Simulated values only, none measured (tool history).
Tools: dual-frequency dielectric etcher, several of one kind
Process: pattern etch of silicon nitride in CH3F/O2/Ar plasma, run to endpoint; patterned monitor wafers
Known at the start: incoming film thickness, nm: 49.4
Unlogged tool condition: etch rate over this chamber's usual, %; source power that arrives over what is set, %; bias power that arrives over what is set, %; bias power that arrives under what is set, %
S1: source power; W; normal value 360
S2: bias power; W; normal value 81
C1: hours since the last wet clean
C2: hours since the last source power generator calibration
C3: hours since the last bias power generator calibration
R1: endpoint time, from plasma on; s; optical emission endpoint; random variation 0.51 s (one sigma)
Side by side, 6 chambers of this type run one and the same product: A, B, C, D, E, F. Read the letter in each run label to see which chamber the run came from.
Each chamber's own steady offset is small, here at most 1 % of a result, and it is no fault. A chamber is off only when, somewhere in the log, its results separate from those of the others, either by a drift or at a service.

| run | day | S1 | S2 | C1 | C2 | C3 | R1 |
|---|---|---|---|---|---|---|---|
| 1D | 0.158 | 360 | 81 | 24.3 | 1227.7 | 1887 | 72.486 |
| 2B | 0.283 | 360 | 81 | 424.7 | 4918.5 | 3155.3 | 71.055 |
| 3C | 0.471 | 360 | 81 | 133.1 | 2037.6 | 1282.5 | 71.623 |
| 4F | 0.654 | 360 | 81 | 362.8 | 1171.6 | 210.6 | 72.166 |
| 5E | 0.775 | 390 | 90 | 561.4 | 1466.8 | 3793.9 | 67.271 |
| 6A | 0.908 | 390 | 90 | 181.4 | 2301.1 | 3501.1 | 66.668 |
| 7A | 1.075 | 390 | 90 | 185.4 | 2305.1 | 3505.1 | 66.106 |
|  | 1.129 | chamber F: wet clean of the chamber |
| 8B | 1.167 | 390 | 90 | 445.9 | 4939.7 | 3176.5 | 66.97 |
| 9D | 1.304 | 390 | 90 | 51.8 | 1255.2 | 1914.5 | 67.593 |
| 10E | 1.488 | 390 | 90 | 578.5 | 1483.9 | 3811 | 67.033 |
| 11C | 1.621 | 360 | 81 | 160.7 | 2065.2 | 1310.1 | 72.077 |
| 12F | 1.804 | 360 | 95 | 16.3 | 1199.2 | 238.2 | 66.907 |
| 13E | 1.971 | 360 | 95 | 590.1 | 1495.5 | 3822.6 | 67.939 |
| 14C | 2.117 | 360 | 95 | 172.6 | 2077.1 | 1322 | 66.745 |
|  | 2.175 | chamber D: bias power generator calibrated |
| 15D | 2.258 | 360 | 95 | 74.7 | 1278.1 | 2.1 | 66.898 |
| 16A | 2.396 | 360 | 95 | 217.1 | 2336.8 | 3536.8 | 66.887 |
| 17B | 2.488 | 360 | 95 | 477.6 | 4971.4 | 3208.2 | 67.44 |
| 18F | 2.604 | 360 | 81 | 35.5 | 1218.4 | 257.4 | 70.814 |
| 19B | 2.783 | 360 | 81 | 484.7 | 4978.5 | 3215.3 | 71.008 |
| 20F | 2.888 | 360 | 81 | 42.3 | 1225.2 | 264.2 | 71.182 |
|  | 2.979 | chamber B: wet clean of the chamber |
| 21E | 3.038 | 360 | 94 | 615.7 | 1521.1 | 3848.2 | 66.942 |
| 22D | 3.221 | 360 | 94 | 97.8 | 1301.2 | 25.2 | 68.332 |
| 23A | 3.383 | 360 | 94 | 240.8 | 2360.5 | 3560.5 | 67.959 |
| 24C | 3.5 | 360 | 94 | 205.8 | 2110.3 | 1355.2 | 67.756 |
| 25E | 3.671 | 360 | 94 | 630.9 | 1536.3 | 3863.4 | 68.774 |
| 26A | 3.808 | 360 | 94 | 251 | 2370.7 | 3570.7 | 66.741 |
| 27D | 3.975 | 360 | 81 | 115.9 | 1319.3 | 43.3 | 72.068 |
| 28B | 4.15 | 360 | 81 | 28.1 | 5011.3 | 3248.1 | 71.083 |
|  | 4.167 | chamber E: wet clean of the chamber |
| 29F | 4.242 | 360 | 81 | 74.8 | 1257.7 | 296.7 | 71.614 |
| 30C | 4.392 | 360 | 81 | 227.2 | 2131.7 | 1376.6 | 72.097 |
| 31E | 4.558 | 360 | 81 | 9.4 | 1557.6 | 3884.7 | 71.509 |
| 32D | 4.646 | 360 | 81 | 132 | 1335.4 | 59.4 | 72.017 |
| 33A | 4.758 | 360 | 81 | 273.8 | 2393.5 | 3593.5 | 71.552 |
| 34F | 4.879 | 420 | 81 | 90.1 | 1273 | 312 | 67.041 |
| 35B | 5.05 | 420 | 81 | 49.7 | 5032.9 | 3269.7 | 67.545 |
| 36C | 5.238 | 420 | 81 | 247.5 | 2152 | 1396.9 | 67.108 |
| 37C | 5.354 | 420 | 81 | 250.3 | 2154.8 | 1399.7 | 66.887 |
| 38A | 5.525 | 420 | 81 | 292.2 | 2411.9 | 3611.9 | 67.591 |
| 39D | 5.625 | 420 | 81 | 155.5 | 1358.9 | 82.9 | 68.005 |
| 40E | 5.742 | 360 | 81 | 37.8 | 1586 | 3913.1 | 71.833 |
| 41F | 5.908 | 360 | 81 | 114.8 | 1297.7 | 336.7 | 71.48 |

For the next run the whole fleet of 6 chambers uses the same settings. Give each chamber's results:
| 42A | 6.046 | 360 | 81 |  |  |  | ? |
| 42B | 6.046 | 360 | 81 |  |  |  | ? |
| 42C | 6.046 | 360 | 81 |  |  |  | ? |
| 42D | 6.046 | 360 | 81 |  |  |  | ? |
| 42E | 6.046 | 360 | 81 |  |  |  | ? |
| 42F | 6.046 | 360 | 81 |  |  |  | ? |

| run | R1 |
|---|---|
| 42A | 71.159 |
| 42B | 72.243 |
| 42C | 71.526 |
| 42D | 72.1 |
| 42E | 72.117 |
| 42F | 71.763 |

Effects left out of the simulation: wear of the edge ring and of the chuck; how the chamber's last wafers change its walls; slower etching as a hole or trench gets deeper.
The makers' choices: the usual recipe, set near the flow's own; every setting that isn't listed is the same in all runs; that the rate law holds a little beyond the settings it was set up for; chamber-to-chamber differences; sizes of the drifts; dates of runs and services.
